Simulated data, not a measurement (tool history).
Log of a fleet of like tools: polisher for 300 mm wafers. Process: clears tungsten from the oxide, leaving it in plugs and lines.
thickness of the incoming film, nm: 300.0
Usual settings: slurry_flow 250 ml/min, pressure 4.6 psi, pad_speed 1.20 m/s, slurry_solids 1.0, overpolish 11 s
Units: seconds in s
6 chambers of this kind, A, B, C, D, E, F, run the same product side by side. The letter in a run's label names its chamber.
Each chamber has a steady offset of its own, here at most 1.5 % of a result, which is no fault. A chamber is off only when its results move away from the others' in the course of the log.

run   hour  slurry_flow  pressure  pad_speed  slurry_solids  overpolish  wafers polished on this pad  hours since the slurry nozzle was cleaned  hours since the head pressure was calibrated  hours since the slurry blender was calibrated  hours since the slurry got fresh peroxide  seconds
 1D    4.3          250       4.6       1.20            1.0          11                          795                                      472.5                                         302.5                                          113.4                                       55.9   39.275
 2C    9.3          250       4.6       1.20            1.0          11                         1400                                      214.2                                         478.5                                           42.1                                       33.1   38.032
 3E   12.6          250       4.6       1.20            1.0          11                          629                                       94.7                                         145.0                                          304.4                                       35.4   38.416
      14.7  -- chamber B: worn pad replaced by a new one
 4F   15.2          250       4.6       1.20            1.0          11                          951                                      510.8                                         744.3                                          191.3                                       32.1   38.513
      15.5  -- chamber D: slurry tank refilled with fresh slurry and peroxide
 5B   18.5          250       4.6       1.20            1.0          11                           25                                      238.2                                         516.7                                          275.4                                       58.2   38.761
      19.0  -- chamber B: slurry nozzle cleaned
      19.9  -- chamber B: slurry tank refilled with fresh slurry and peroxide
 6A   21.2          250       4.6       1.20            1.0          11                          672                                      219.0                                          36.5                                          188.8                                      149.2   38.539
 7C   24.5          250       4.6       1.20            1.0          11                         1500                                      229.4                                         493.7                                           57.3                                       48.3   38.531
      27.9  -- chamber C: worn pad replaced by a new one
 8E   28.5          250       4.6       1.20            1.0          11                          733                                      110.6                                         160.9                                          320.3                                       51.3   38.867
 9D   32.2          250       4.6       1.20            1.0          11                          978                                      500.4                                         330.4                                          141.3                                       16.7   39.476
10F   36.8          250       4.6       1.20            1.0          11                         1093                                      532.4                                         765.9                                          212.9                                       53.7   39.370
      37.8  -- chamber D: worn pad replaced by a new one
11B   41.2          250       4.6       1.20            1.0          11                          174                                       22.3                                         539.4                                          298.1                                       21.3   38.606
      43.8  -- chamber E: worn pad replaced by a new one
12A   45.3          250       4.6       1.20            1.0          11                          831                                      243.1                                          60.6                                          212.9                                      173.3   39.885
13A   48.1          250       4.6       1.04            0.8          11                          849                                      245.9                                          63.4                                          215.7                                      176.1   47.348
      49.8  -- chamber A: slurry tank refilled with fresh slurry and peroxide
14C   52.9          250       4.6       1.04            0.8          11                          164                                      257.8                                         522.1                                           85.7                                       76.7   45.510
      53.7  -- chamber C: slurry tank refilled with fresh slurry and peroxide
15B   55.7          250       4.6       1.04            0.8          11                          269                                       36.8                                         553.9                                          312.6                                       35.8   46.970
      58.1  -- chamber E: slurry blender recalibrated
16D   59.8          250       4.6       1.04            0.8          11                          145                                      528.0                                         358.0                                          168.9                                       44.3   46.047
      61.5  -- chamber F: worn pad replaced by a new one
      63.1  -- chamber D: slurry nozzle cleaned
17F   63.9          250       4.6       1.04            0.8          11                           16                                      559.5                                         793.0                                          240.0                                       80.8   48.262
18E   66.4          250       4.6       1.04            0.8          11                          148                                      148.5                                         198.8                                            8.4                                       89.2   46.355
19F   69.0          250       4.6       1.20            1.0          11                           49                                      564.6                                         798.1                                          245.1                                       85.9   37.131
      72.9  -- chamber D: slurry tank refilled with fresh slurry and peroxide
20B   73.8          250       4.6       1.20            1.0          11                          388                                       54.9                                         572.0                                          330.7                                       53.9   38.737
      75.0  -- chamber A: slurry blender recalibrated
      75.5  -- chamber B: slurry blender recalibrated
21C   76.9          250       4.6       1.20            1.0          11                          322                                      281.8                                         546.1                                          109.7                                       23.2   37.327
      79.5  -- chamber C: slurry nozzle cleaned
22D   79.5          250       4.6       1.20            1.0          11                          274                                       16.4                                         377.7                                          188.6                                        6.6   39.207
23A   83.9          250       4.6       1.20            1.0          11                         1084                                      281.7                                          99.2                                            8.9                                       34.1   38.582
      85.2  -- chamber F: slurry tank refilled with fresh slurry and peroxide
      85.7  -- chamber B: slurry tank refilled with fresh slurry and peroxide
24E   88.4          250       4.6       1.20            1.0          11                          293                                      170.5                                         220.8                                           30.4                                      111.2   38.188
25C   92.3          250       4.6       1.20            1.0          11                          423                                       12.9                                         561.5                                          125.1                                       38.6   37.435
26B   95.1          280       4.6       1.20            1.0          11                          528                                       76.2                                         593.3                                           19.6                                        9.4   38.363
27E   97.6          280       4.6       1.20            1.0          11                          353                                      179.7                                         230.0                                           39.6                                      120.4   38.202
      97.7  -- chamber F: slurry blender recalibrated
28D  102.7          280       4.6       1.20            1.0          11                          426                                       39.6                                         400.9                                          211.8                                       29.8   37.917
     102.8  -- chamber A: worn pad replaced by a new one
     105.5  -- chamber E: slurry nozzle cleaned
29A  105.9          280       4.6       1.20            1.0          11                           20                                      303.7                                         121.2                                           30.9                                       56.1   38.393
30F  109.6          280       4.6       1.20            1.0          11                          316                                      605.2                                         838.7                                           11.9                                       24.4   37.578
31E  114.2          280       4.6       1.20            1.0          11                          462                                        8.8                                         246.6                                           56.2                                      137.0   39.897
32C  118.6          250       4.6       1.20            0.9          11                          596                                       39.2                                         587.8                                          151.4                                       64.9   38.755
     118.9  -- chamber C: slurry tank refilled with fresh slurry and peroxide
33B  121.6          250       4.6       1.20            0.9          11                          702                                      102.7                                         619.8                                           46.1                                       35.9   40.173
34A  126.5          250       4.6       1.20            0.9          11                          156                                      324.3                                         141.8                                           51.5                                       76.7   39.413
35F  130.9          250       4.6       1.20            0.9          11                          456                                      626.5                                         860.0                                           33.2                                       45.7   40.891
36D  133.9          250       4.6       1.20            0.9          11                          631                                       70.8                                         432.1                                          243.0                                       61.0   39.805
37E  136.8          250       4.6       1.20            0.9          11                          611                                       31.4                                         269.2                                           78.8                                      159.6   38.108
38C  141.7          250       4.6       1.20            1.0          11                          748                                       62.3                                         610.9                                          174.5                                       22.9   37.694
39F  145.6          250       4.6       1.20            1.0          11                          552                                      641.2                                         874.7                                           47.9                                       60.4   38.366

All 6 chambers run these settings next. Forecast each chamber's results:
40A  149.4          250       4.6       1.20            1.0          13                                                                                                                                                                                                                        ?
40B  149.4          250       4.6       1.20            1.0          13                                                                                                                                                                                                                        ?
40C  149.4          250       4.6       1.20            1.0          13                                                                                                                                                                                                                        ?
40D  149.4          250       4.6       1.20            1.0          13                                                                                                                                                                                                                        ?
40E  149.4          250       4.6       1.20            1.0          13                                                                                                                                                                                                                        ?
40F  149.4          250       4.6       1.20            1.0          13                                                                                                                                                                                                                        ?

run  seconds
40A   38.558
40B   38.833
40C   37.776
40D   38.483
40E   39.317
40F   38.358
